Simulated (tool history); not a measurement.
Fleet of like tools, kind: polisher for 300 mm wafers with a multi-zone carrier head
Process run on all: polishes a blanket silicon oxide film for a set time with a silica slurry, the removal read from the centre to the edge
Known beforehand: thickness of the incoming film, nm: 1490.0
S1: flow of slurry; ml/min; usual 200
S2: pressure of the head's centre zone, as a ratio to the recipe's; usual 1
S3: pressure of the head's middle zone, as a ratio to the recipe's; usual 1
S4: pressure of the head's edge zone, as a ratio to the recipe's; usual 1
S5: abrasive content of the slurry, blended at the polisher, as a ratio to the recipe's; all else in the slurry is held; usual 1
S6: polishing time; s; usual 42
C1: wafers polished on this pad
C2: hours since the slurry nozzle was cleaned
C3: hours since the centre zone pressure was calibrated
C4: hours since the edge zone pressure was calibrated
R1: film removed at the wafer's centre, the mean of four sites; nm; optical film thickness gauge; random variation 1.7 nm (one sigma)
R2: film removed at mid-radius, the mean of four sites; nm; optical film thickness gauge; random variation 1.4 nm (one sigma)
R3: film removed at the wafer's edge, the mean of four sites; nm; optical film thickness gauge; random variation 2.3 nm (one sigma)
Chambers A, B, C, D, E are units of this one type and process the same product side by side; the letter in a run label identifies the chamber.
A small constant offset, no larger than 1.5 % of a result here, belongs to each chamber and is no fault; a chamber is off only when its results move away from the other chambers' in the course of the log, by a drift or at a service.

Run 1A, hour 5.8: usual settings; C1 286; C2 628.4; C3 431.8; C4 48.5. Result: R1 164.73 nm, R2 162.3 nm, R3 160.32 nm.
Run 2B, hour 11.4: usual settings; C1 1371; C2 336.6; C3 567.3; C4 199. Result: R1 158.28 nm, R2 157.13 nm, R3 155.71 nm.
At hour 13.2: chamber B: worn pad replaced by a new one.
Run 3D, hour 17: usual settings; C1 591; C2 327.8; C3 434.6; C4 610.2. Result: R1 161.05 nm, R2 158.94 nm, R3 162.09 nm.
At hour 21.3: chamber C: worn pad replaced by a new one.
Run 4E, hour 21.9: usual settings; C1 1010; C2 111.1; C3 793.1; C4 90.8. Result: R1 159.6 nm, R2 159.98 nm, R3 156.63 nm.
Run 5C, hour 31.7: usual settings but S2 1.09; C1 122; C2 252.3; C3 1140.7; C4 281.9. Result: R1 181.23 nm, R2 160.61 nm, R3 164.37 nm.
Run 6B, hour 38.4: usual settings but S2 1.09; C1 295; C2 363.6; C3 594.3; C4 226. Result: R1 175.49 nm, R2 158.45 nm, R3 158.97 nm.
Run 7D, hour 48.1: usual settings but S2 1.09; C1 955; C2 358.9; C3 465.7; C4 641.3. Result: R1 175.3 nm, R2 160.12 nm, R3 161.32 nm.
At hour 49: chamber D: worn pad replaced by a new one.
At hour 55.6: chamber E: worn pad replaced by a new one.
Run 8C, hour 57: usual settings but S2 1.09; C1 419; C2 277.6; C3 1166; C4 307.2. Result: R1 172.54 nm, R2 163.22 nm, R3 160.37 nm.
Run 9E, hour 62.6: usual settings but S2 1.09; C1 82; C2 151.8; C3 833.8; C4 131.5. Result: R1 177.39 nm, R2 160.34 nm, R3 159.58 nm.
Run 10A, hour 68.7: usual settings; C1 1022; C2 691.3; C3 494.7; C4 111.4. Result: R1 160.52 nm, R2 161.85 nm, R3 161.97 nm.
At hour 70.4: chamber D: edge zone pressure recalibrated.
At hour 71.6: chamber C: worn pad replaced by a new one.
Run 11D, hour 74.6: usual settings; C1 300; C2 385.4; C3 492.2; C4 4.2. Result: R1 158.4 nm, R2 157.81 nm, R3 162.36 nm.
Run 12A, hour 79.8: usual settings; C1 1152; C2 702.4; C3 505.8; C4 122.5. Result: R1 157.85 nm, R2 159.11 nm, R3 159.18 nm.
Run 13E, hour 88.7: usual settings but S3 1.05, S5 1.15; C1 388; C2 177.9; C3 859.9; C4 157.6. Result: R1 171.82 nm, R2 181.26 nm, R3 172.47 nm.
At hour 95.1: chamber A: slurry nozzle cleaned.
Run 14C, hour 96.1: usual settings but S3 1.05, S5 1.15; C1 286; C2 316.7; C3 1205.1; C4 346.3. Result: R1 170.41 nm, R2 177.31 nm, R3 170.76 nm.
Run 15B, hour 103.2: usual settings but S3 1.05, S5 1.15; C1 1054; C2 428.4; C3 659.1; C4 290.8. Result: R1 170.76 nm, R2 178.78 nm, R3 168.65 nm.
Run 16B, hour 112.7: usual settings but S3 1.05, S5 1.15; C1 1165; C2 437.9; C3 668.6; C4 300.3. Result: R1 168.35 nm, R2 179.9 nm, R3 166.08 nm.
At hour 121.7: chamber C: worn pad replaced by a new one.
Run 17A, hour 121.7: usual settings but S3 1.05, S5 1.15; C1 1643; C2 26.6; C3 547.7; C4 164.4. Result: R1 166.59 nm, R2 173.87 nm, R3 167.69 nm.
At hour 121.9: chamber C: slurry nozzle cleaned.
At hour 123.8: chamber E: centre zone pressure recalibrated.
At hour 125.9: chamber B: worn pad replaced by a new one.
At hour 127.9: chamber D: worn pad replaced by a new one.
Run 18C, hour 130: usual settings; C1 97; C2 8.2; C3 1239; C4 380.2. Result: R1 161.25 nm, R2 158.63 nm, R3 165.52 nm.
Run 19E, hour 136.4: usual settings; C1 946; C2 225.6; C3 12.6; C4 205.3. Result: R1 164.4 nm, R2 161.15 nm, R3 158.85 nm.
At hour 137.8: chamber C: centre zone pressure recalibrated.
Run 20D, hour 142: usual settings; C1 166; C2 452.8; C3 559.6; C4 71.6. Result: R1 158.97 nm, R2 161.7 nm, R3 158.25 nm.
At hour 146.4: chamber C: edge zone pressure recalibrated.
Run 21C, hour 149.3: usual settings but S2 1.07; C1 323; C2 27.5; C3 11.6; C4 3. Result: R1 173.05 nm, R2 158.36 nm, R3 164.26 nm.
Run 22D, hour 156.9: usual settings but S2 1.07; C1 340; C2 467.7; C3 574.5; C4 86.5. Result: R1 175.23 nm, R2 158.71 nm, R3 154.65 nm.
Run 23E, hour 163.1: usual settings but S2 1.07; C1 1259; C2 252.3; C3 39.3; C4 232. Result: R1 173.03 nm, R2 160.01 nm, R3 158.63 nm.
At hour 166.6: chamber E: worn pad replaced by a new one.
Run 24A, hour 170.8: usual settings but S2 1.07; C1 2217; C2 75.7; C3 596.8; C4 213.5. Result: R1 164.1 nm, R2 154.64 nm, R3 154.35 nm.
At hour 178.8: chamber C: worn pad replaced by a new one.
Run 25B, hour 180.1: usual settings but S2 1.07; C1 635; C2 505.3; C3 736; C4 367.7. Result: R1 171.39 nm, R2 158.05 nm, R3 164.43 nm.
Run 26C, hour 187: usual settings; C1 96; C2 65.2; C3 49.3; C4 40.7. Result: R1 162.03 nm, R2 160.22 nm, R3 161.43 nm.
Run 27A, hour 194.8: usual settings; C1 2498; C2 99.7; C3 620.8; C4 237.5. Result: R1 151.55 nm, R2 151.97 nm, R3 154.35 nm.
Run 28E, hour 203.7: usual settings; C1 434; C2 292.9; C3 79.9; C4 272.6. Result: R1 160.75 nm, R2 159.16 nm, R3 161.65 nm.
Run 29D, hour 209.6: usual settings but S2 0.96, S3 0.93; C1 957; C2 520.4; C3 627.2; C4 139.2. Result: R1 153.63 nm, R2 147.29 nm, R3 161.56 nm.
At hour 215.5: chamber D: worn pad replaced by a new one.
Run 30B, hour 217.1: usual settings but S2 0.96, S3 0.93; C1 1068; C2 542.3; C3 773; C4 404.7. Result: R1 154.65 nm, R2 150.84 nm, R3 158.93 nm.
Run 31B, hour 224.5: usual settings but S2 0.96, S3 0.93; C1 1155; C2 549.7; C3 780.4; C4 412.1. Result: R1 155.17 nm, R2 149.35 nm, R3 159.55 nm.
Run 32C, hour 229: usual settings but S2 0.96, S3 0.93; C1 588; C2 107.2; C3 91.3; C4 82.7. Result: R1 155.61 nm, R2 149.82 nm, R3 160.1 nm.
At hour 235: chamber C: worn pad replaced by a new one.
Run 33A, hour 237.7: usual settings but S2 0.96, S3 0.93; C1 3001; C2 142.6; C3 663.7; C4 280.4. Result: R1 145.56 nm, R2 139.38 nm, R3 151.39 nm.
Run 34E, hour 242.1: usual settings; C1 883; C2 331.3; C3 118.3; C4 311. Result: R1 161.43 nm, R2 158.99 nm, R3 157.92 nm.
Run 35D, hour 248.5: usual settings; C1 386; C2 559.3; C3 666.1; C4 178.1. Result: R1 160.84 nm, R2 157.98 nm, R3 157.25 nm.
Run 36C, hour 258.2: usual settings; C1 272; C2 136.4; C3 120.5; C4 111.9. Result: R1 161.14 nm, R2 156.99 nm, R3 161.4 nm.
Run 37E, hour 266.5: usual settings; C1 1169; C2 355.7; C3 142.7; C4 335.4. Result: R1 161.79 nm, R2 160.2 nm, R3 161.95 nm.

What goes on in this fleet: one chamber off, a drifting gauge, or nothing beyond the chambers' own small offsets? Name the chamber and the cause, if any.

One chamber, A, drifts off from the rest bit by bit.
Likeliest cause: removal rate lost through wear of the pad, % = 8.36.

Chamber A could run next with any of the 4 candidate recipes listed below; each alters the usual settings, and their results appear as question marks. Which one brings its results back in line with what the other chambers deliver on the usual settings?
In line here means within this much of the mean the other chambers give on the usual settings: R1 5.9 nm; R2 4.7 nm; R3 7.9 nm
Run 38A-1, hour 273.8: usual settings but S6 43 s. Result: R1 ?, R2 ?, R3 ?.
Run 38A-2, hour 273.8: usual settings but S6 41 s. Result: R1 ?, R2 ?, R3 ?.
Run 38A-3, hour 273.8: usual settings but S2 0.99, S6 39 s. Result: R1 ?, R2 ?, R3 ?.
Run 38A-4, hour 273.8: usual settings but S2 1.01, S6 45 s. Result: R1 ?, R2 ?, R3 ?.

The other chambers' mean on the usual settings: R1 160.43 nm; R2 159.46 nm; R3 159.84 nm
  run      R1      R2      R3
38A-1  151.79  151.64  152.03
38A-2  144.73  144.59  144.96
38A-3  136.16  137.54  137.89
38A-4  160.59  158.68  159.11
The answer is 38A-4, which returns the chamber to within the allowed miss of the others.
